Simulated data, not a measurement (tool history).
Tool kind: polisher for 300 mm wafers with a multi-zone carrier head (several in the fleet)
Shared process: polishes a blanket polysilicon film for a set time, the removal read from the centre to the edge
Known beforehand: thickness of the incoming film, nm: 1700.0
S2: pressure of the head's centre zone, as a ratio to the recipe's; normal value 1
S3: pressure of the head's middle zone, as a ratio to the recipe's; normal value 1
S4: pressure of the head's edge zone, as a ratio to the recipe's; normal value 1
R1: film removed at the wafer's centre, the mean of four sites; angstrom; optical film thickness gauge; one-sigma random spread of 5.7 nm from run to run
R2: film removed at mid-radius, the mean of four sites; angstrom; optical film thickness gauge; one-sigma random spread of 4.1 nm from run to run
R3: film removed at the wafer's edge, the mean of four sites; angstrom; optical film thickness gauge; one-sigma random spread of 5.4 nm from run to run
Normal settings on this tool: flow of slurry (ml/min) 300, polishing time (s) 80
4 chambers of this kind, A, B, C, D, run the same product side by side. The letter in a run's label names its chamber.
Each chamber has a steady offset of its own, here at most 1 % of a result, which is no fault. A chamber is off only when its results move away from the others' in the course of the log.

At day 0.042: chamber C: worn pad replaced by a new one.
Run 1B, day 0.275: usual settings. Result: R1 4973 angstrom, R2 5121.2 angstrom, R3 5102.6 angstrom.
Run 2A, day 0.646: usual settings. Result: R1 5065.3 angstrom, R2 5085.6 angstrom, R3 5115.9 angstrom.
At day 0.838: chamber A: slurry nozzle cleaned.
Run 3D, day 1.092: usual settings. Result: R1 5255.5 angstrom, R2 5177.6 angstrom, R3 5144.4 angstrom.
Run 4C, day 1.333: usual settings. Result: R1 5150.5 angstrom, R2 5120.9 angstrom, R3 5111 angstrom.
Run 5A, day 1.65: usual settings. Result: R1 5228.5 angstrom, R2 5112.4 angstrom, R3 5218 angstrom.
Run 6B, day 2.104: usual settings. Result: R1 5138.5 angstrom, R2 5130.7 angstrom, R3 5143.8 angstrom.
Run 7C, day 2.429: usual settings. Result: R1 5055.9 angstrom, R2 5196.6 angstrom, R3 5141.2 angstrom.
Run 8D, day 2.821: usual settings. Result: R1 5166.3 angstrom, R2 5175.1 angstrom, R3 5137.8 angstrom.
At day 2.929: chamber C: centre zone pressure recalibrated.
Run 9D, day 3.254: usual settings. Result: R1 5306.7 angstrom, R2 5160.3 angstrom, R3 5155.2 angstrom.
At day 3.296: chamber B: worn pad replaced by a new one.
At day 3.346: chamber C: worn pad replaced by a new one.
At day 3.358: chamber C: edge zone pressure recalibrated.
At day 3.667: chamber A: worn pad replaced by a new one.
Run 10A, day 3.671: usual settings. Result: R1 5119.3 angstrom, R2 5128.9 angstrom, R3 5158.7 angstrom.
Run 11C, day 4.038: usual settings. Result: R1 5135.3 angstrom, R2 5133.5 angstrom, R3 5187.4 angstrom.
Run 12B, day 4.45: usual settings. Result: R1 5205.3 angstrom, R2 5159.1 angstrom, R3 5237.4 angstrom.
At day 4.633: chamber D: worn pad replaced by a new one.
Run 13C, day 4.867: usual settings. Result: R1 5156 angstrom, R2 5140.4 angstrom, R3 5092.5 angstrom.
At day 5.221: chamber B: centre zone pressure recalibrated.
Run 14D, day 5.288: usual settings. Result: R1 5193.1 angstrom, R2 5172.8 angstrom, R3 5248.9 angstrom.
At day 5.725: chamber C: slurry nozzle cleaned.
Run 15A, day 5.725: usual settings. Result: R1 5180.7 angstrom, R2 5090 angstrom, R3 5061 angstrom.
At day 5.754: chamber A: centre zone pressure recalibrated.
Run 16B, day 6.167: usual settings. Result: R1 5182.9 angstrom, R2 5141 angstrom, R3 5168.7 angstrom.
Run 17B, day 6.442: usual settings. Result: R1 5182.1 angstrom, R2 5151.4 angstrom, R3 5174.1 angstrom.
At day 6.642: chamber B: edge zone pressure recalibrated.
Run 18C, day 6.688: usual settings. Result: R1 5144.4 angstrom, R2 5163.3 angstrom, R3 5050.7 angstrom.
At day 6.904: chamber C: worn pad replaced by a new one.
Run 19D, day 7.167: usual settings. Result: R1 5162.7 angstrom, R2 5192.9 angstrom, R3 5144.6 angstrom.
Run 20A, day 7.617: usual settings. Result: R1 5676.4 angstrom, R2 5116.9 angstrom, R3 5082.3 angstrom.
At day 7.85: chamber B: worn pad replaced by a new one.
Run 21D, day 7.988: usual settings but polishing time (s) 93. Result: R1 5993.1 angstrom, R2 5956.7 angstrom, R3 6038.3 angstrom.
Run 22B, day 8.404: usual settings but polishing time (s) 93. Result: R1 5936.2 angstrom, R2 5997.2 angstrom, R3 5990.8 angstrom.
Run 23A, day 8.658: usual settings but polishing time (s) 93. Result: R1 6588.6 angstrom, R2 5871.2 angstrom, R3 6067.3 angstrom.
Run 24C, day 9.017: usual settings but polishing time (s) 93. Result: R1 5994.4 angstrom, R2 6012.5 angstrom, R3 6044.6 angstrom.
Run 25A, day 9.321: usual settings. Result: R1 5755.8 angstrom, R2 5098.7 angstrom, R3 5043.9 angstrom.
At day 9.475: chamber A: worn pad replaced by a new one.
Run 26C, day 9.538: usual settings. Result: R1 5109.2 angstrom, R2 5119.3 angstrom, R3 5225 angstrom.
Run 27D, day 9.917: usual settings. Result: R1 5259.7 angstrom, R2 5115.8 angstrom, R3 5078.2 angstrom.
Run 28B, day 10.158: usual settings. Result: R1 5151 angstrom, R2 5164.6 angstrom, R3 5150.2 angstrom.
At day 10.383: chamber C: worn pad replaced by a new one.
Run 29C, day 10.5: usual settings. Result: R1 5309.7 angstrom, R2 5077.4 angstrom, R3 5242.8 angstrom.
At day 10.617: chamber D: slurry nozzle cleaned.
At day 10.808: chamber D: worn pad replaced by a new one.
Run 30D, day 10.854: usual settings. Result: R1 5149.7 angstrom, R2 5142.9 angstrom, R3 5079.1 angstrom.
Run 31A, day 11.325: usual settings. Result: R1 5637.6 angstrom, R2 5092.7 angstrom, R3 5100.4 angstrom.
Run 32B, day 11.792: usual settings but polishing time (s) 62. Result: R1 3955.6 angstrom, R2 3994.1 angstrom, R3 3973.5 angstrom.
At day 11.946: chamber B: worn pad replaced by a new one.
Run 33B, day 12.225: usual settings but polishing time (s) 62. Result: R1 3914.1 angstrom, R2 4003.5 angstrom, R3 3925.2 angstrom.
Run 34A, day 12.433: usual settings but polishing time (s) 62. Result: R1 4470.8 angstrom, R2 3889.3 angstrom, R3 3970.3 angstrom.
Run 35C, day 12.662: usual settings but polishing time (s) 62. Result: R1 3950.3 angstrom, R2 4008 angstrom, R3 3952.8 angstrom.
Run 36D, day 13.062: usual settings. Result: R1 5076.2 angstrom, R2 5239.3 angstrom, R3 5074.6 angstrom.
Run 37A, day 13.412: usual settings. Result: R1 5701.6 angstrom, R2 5005.3 angstrom, R3 5097.4 angstrom.
At day 13.429: chamber C: worn pad replaced by a new one.
Run 38D, day 13.658: usual settings. Result: R1 5271.8 angstrom, R2 5162.8 angstrom, R3 5133.5 angstrom.
Run 39B, day 14.092: usual settings. Result: R1 5122.7 angstrom, R2 5026.7 angstrom, R3 5145.7 angstrom.
Run 40C, day 14.467: usual settings. Result: R1 5215.7 angstrom, R2 5129.7 angstrom, R3 5180 angstrom.
Run 41D, day 14.85: usual settings. Result: R1 5122.8 angstrom, R2 5216.8 angstrom, R3 5182.4 angstrom.
Run 42A, day 15.171: usual settings. Result: R1 5668.7 angstrom, R2 5159 angstrom, R3 5031.1 angstrom.
Run 43B, day 15.638: usual settings. Result: R1 5062.6 angstrom, R2 5082.4 angstrom, R3 5189.9 angstrom.
Run 44C, day 15.921: usual settings. Result: R1 5226 angstrom, R2 5183.6 angstrom, R3 5023.6 angstrom.

All 4 chambers run these settings next. Forecast each chamber's results:
Run 45A, day 16.267: usual settings. Result: R1 ?, R2 ?, R3 ?.
Run 45B, day 16.267: usual settings. Result: R1 ?, R2 ?, R3 ?.
Run 45C, day 16.267: usual settings. Result: R1 ?, R2 ?, R3 ?.
Run 45D, day 16.267: usual settings. Result: R1 ?, R2 ?, R3 ?.

run      R1      R2      R3
45A  5724.2  5062.1  5082.8
45B    5129  5069.3  5072.9
45C  5123.3  5062.6  5169.9
45D  5129.3  5222.5  5068.6
